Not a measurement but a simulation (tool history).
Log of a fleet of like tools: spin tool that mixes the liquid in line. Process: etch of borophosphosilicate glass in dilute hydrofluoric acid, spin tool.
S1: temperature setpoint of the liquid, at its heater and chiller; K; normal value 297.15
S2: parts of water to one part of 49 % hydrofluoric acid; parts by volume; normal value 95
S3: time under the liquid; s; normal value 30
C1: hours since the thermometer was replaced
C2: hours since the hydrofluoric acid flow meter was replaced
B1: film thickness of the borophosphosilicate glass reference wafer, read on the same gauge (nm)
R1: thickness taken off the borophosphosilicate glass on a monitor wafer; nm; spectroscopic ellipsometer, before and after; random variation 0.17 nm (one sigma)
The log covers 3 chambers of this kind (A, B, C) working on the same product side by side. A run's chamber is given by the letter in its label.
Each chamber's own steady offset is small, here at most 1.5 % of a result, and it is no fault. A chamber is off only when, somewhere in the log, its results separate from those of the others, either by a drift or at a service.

run,hour,S1,S2,S3,C1,C2,B1,R1
1C,5.4,297.15,95,30,288.9,104.7,80.011,20.695
2B,10.9,297.15,95,30,292.2,1328.4,80.047,20.171
3A,16.9,297.15,95,30,206.8,129,79.992,20.38
4A,21.3,297.15,95,30,211.2,133.4,79.974,20.08
5B,29,297.15,95,30,310.3,1346.5,79.996,20.093
6C,35.4,294.15,95,15,318.9,134.7,80.019,9.0795
7C,42.7,294.15,95,15,326.2,142,80.023,9.0985
8A,48.2,294.15,95,15,238.1,160.3,80.003,9.0303
9B,52.2,297.15,95,30,333.5,1369.7,79.996,20.138
10A,56.3,297.15,95,30,246.2,168.4,79.993,20.244
11B,64.1,297.15,95,30,345.4,1381.6,79.969,20.169
12C,71.3,297.15,95,30,354.8,170.6,80.011,20.319
13A,74.8,297.15,95,30,264.7,186.9,80.003,20.31
14B,81,297.15,95,30,362.3,1398.5,80.038,20.718
15C,86.5,297.15,95,30,370,185.8,80.018,20.494
16B,89.9,297.15,95,30,371.2,1407.4,80.009,20.765
17C,97.3,293.65,95,30,380.8,196.6,80.024,17.789
18A,101.6,293.65,95,30,291.5,213.7,80.001,17.686
19C,107.3,293.65,95,30,390.8,206.6,80.013,17.465
20A,114.3,297.15,95,30,304.2,226.4,80.012,20.452
21B,121.9,297.15,95,30,403.2,1439.4,80.017,20.668
22A,128.8,297.15,95,30,318.7,240.9,79.983,20.287
23B,132.7,297.15,95,30,414,1450.2,80.004,20.948
24C,140.2,297.15,95,30,423.7,239.5,79.992,20.738
25B,148.1,297.15,95,30,429.4,1465.6,80.024,21.149
26C,155.2,297.15,95,30,438.7,254.5,80.012,20.538
27A,159.4,297.15,95,30,349.3,271.5,80.06,20.511
28A,163.8,297.15,95,30,353.7,275.9,80.009,20.291
29C,171.6,297.15,95,30,455.1,270.9,79.987,20.678
30B,175.1,297.15,95,30,456.4,1492.6,79.997,21.371
31A,178.9,297.15,95,30,368.8,291,80.013,20.205
32C,183,297.15,95,30,466.5,282.3,80.023,20.485

All chambers now run identical settings, listed one chamber a line with results as question marks. What results will each chamber show?
33A,188.7,297.15,95,30,,,,?
33B,188.7,297.15,95,30,,,,?
33C,188.7,297.15,95,30,,,,?

run,R1
33A,20.278
33B,21.605
33C,20.181

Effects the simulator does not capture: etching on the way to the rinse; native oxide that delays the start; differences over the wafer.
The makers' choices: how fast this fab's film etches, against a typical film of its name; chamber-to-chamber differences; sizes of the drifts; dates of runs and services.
